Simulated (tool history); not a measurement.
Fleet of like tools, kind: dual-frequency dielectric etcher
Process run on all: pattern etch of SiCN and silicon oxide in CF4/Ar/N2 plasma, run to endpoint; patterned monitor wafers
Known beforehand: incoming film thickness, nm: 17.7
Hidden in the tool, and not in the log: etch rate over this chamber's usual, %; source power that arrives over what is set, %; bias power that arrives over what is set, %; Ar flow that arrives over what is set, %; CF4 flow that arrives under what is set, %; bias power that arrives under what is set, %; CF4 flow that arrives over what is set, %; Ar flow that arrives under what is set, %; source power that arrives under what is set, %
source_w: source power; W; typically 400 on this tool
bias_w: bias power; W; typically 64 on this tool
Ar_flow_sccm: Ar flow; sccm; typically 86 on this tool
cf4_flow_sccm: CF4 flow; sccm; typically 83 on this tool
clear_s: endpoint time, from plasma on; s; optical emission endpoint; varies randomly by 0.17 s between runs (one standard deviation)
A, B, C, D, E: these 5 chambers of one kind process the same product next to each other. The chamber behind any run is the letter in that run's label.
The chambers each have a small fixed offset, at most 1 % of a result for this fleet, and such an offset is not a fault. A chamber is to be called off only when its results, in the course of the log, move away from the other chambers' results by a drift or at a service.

run,hour,source_w,bias_w,Ar_flow_sccm,cf4_flow_sccm,hours since the last wet clean,hours since the last source power generator calibration,hours since the last bias power generator calibration,hours since the last Ar flow controller change,hours since the last CF4 flow controller change,clear_s
# hour 4.4: chamber A: wet clean of the chamber
1E,11.3,400,64,86,83,584.5,2618.5,2975.7,673.9,588.0,22.548
# hour 14.8: chamber B: CF4 flow controller replaced
2D,21.0,400,64,86,83,357.1,1589.1,1780.5,700.0,1935.8,22.586
3A,30.8,400,64,86,83,26.4,1726.6,1394.8,587.5,1208.1,22.448
4C,38.3,400,64,86,83,562.0,3134.8,2584.0,1065.5,330.8,22.722
5B,49.3,400,64,86,101,247.3,1406.0,854.0,3520.3,34.5,22.290
6D,61.1,400,64,86,101,397.2,1629.2,1820.6,740.1,1975.9,22.073
# hour 70.3: chamber C: wet clean of the chamber
7C,74.3,400,64,86,101,4.0,3170.8,2620.0,1101.5,366.8,22.588
# hour 78.0: chamber E: wet clean of the chamber
8E,87.4,400,64,86,101,9.4,2694.6,3051.8,750.0,664.1,22.548
9B,101.0,400,64,86,101,299.0,1457.7,905.7,3572.0,86.2,22.081
# hour 115.5: chamber D: wet clean of the chamber
10A,115.6,400,71,86,83,111.2,1811.4,1479.6,672.3,1292.9,21.732
11C,128.9,400,71,86,83,58.6,3225.4,2674.6,1156.1,421.4,21.917
12E,141.4,400,71,86,83,63.4,2748.6,3105.8,804.0,718.1,21.482
13B,147.8,400,71,86,83,345.8,1504.5,952.5,3618.8,133.0,21.876
14D,162.2,400,71,86,83,46.8,1730.3,1921.7,841.2,2077.0,22.075
15A,174.9,400,64,86,83,170.5,1870.7,1538.9,731.6,1352.2,22.545
16A,183.9,400,64,86,83,179.5,1879.7,1547.9,740.6,1361.2,22.326
17B,197.9,400,64,86,83,395.9,1554.6,1002.6,3668.9,183.1,22.757
18E,211.0,400,64,75,74,133.0,2818.2,3175.4,873.6,787.7,22.652
19C,221.8,400,64,75,74,151.5,3318.3,2767.5,1249.0,514.3,22.967
20D,229.0,400,64,75,74,113.6,1797.1,1988.5,908.0,2143.8,22.798
# hour 231.0: chamber B: wet clean of the chamber
21B,242.8,400,64,75,74,11.9,1599.5,1047.5,3713.8,228.0,22.647
22C,250.6,400,64,75,74,180.3,3347.1,2796.3,1277.8,543.1,22.587
23A,263.1,400,64,86,83,258.7,1958.9,1627.1,819.8,1440.4,22.672
24D,273.4,400,64,86,83,158.0,1841.5,2032.9,952.4,2188.2,22.466
25E,284.9,400,64,86,83,206.9,2892.1,3249.3,947.5,861.6,22.324
26A,298.8,400,64,86,83,294.4,1994.6,1662.8,855.5,1476.1,23.091
# hour 302.7: chamber C: source power generator calibrated
27B,310.5,400,78,86,83,79.6,1667.2,1115.2,3781.5,295.7,21.341
28D,317.5,400,78,86,83,202.1,1885.6,2077.0,996.5,2232.3,21.505
29C,331.3,400,78,86,83,261.0,28.6,2877.0,1358.5,623.8,21.783
# hour 336.2: chamber A: bias power generator calibrated
30E,345.8,400,78,86,83,267.8,2953.0,3310.2,1008.4,922.5,21.459
31A,356.0,400,78,86,83,351.6,2051.8,19.8,912.7,1533.3,21.147
32B,363.1,400,64,86,83,132.2,1719.8,1167.8,3834.1,348.3,22.834
33D,375.1,400,64,86,83,259.7,1943.2,2134.6,1054.1,2289.9,22.827
34E,387.9,400,64,86,83,309.9,2995.1,3352.3,1050.5,964.6,22.554
35C,398.2,400,64,86,83,327.9,95.5,2943.9,1425.4,690.7,23.030
36D,407.5,400,64,86,83,292.1,1975.6,2167.0,1086.5,2322.3,22.444
37E,416.5,400,64,86,83,338.5,3023.7,3380.9,1079.1,993.2,22.502
38A,426.7,400,64,86,83,422.3,2122.5,90.5,983.4,1604.0,22.574
39C,435.4,400,64,86,83,365.1,132.7,2981.1,1462.6,727.9,22.810

All chambers now run identical settings, listed one chamber a line with results as question marks. What results will each chamber show?
40A,446.1,440,64,86,83,,,,,,?
40B,446.1,440,64,86,83,,,,,,?
40C,446.1,440,64,86,83,,,,,,?
40D,446.1,440,64,86,83,,,,,,?
40E,446.1,440,64,86,83,,,,,,?

run,clear_s
40A,20.767
40B,21.032
40C,20.838
40D,20.822
40E,20.629
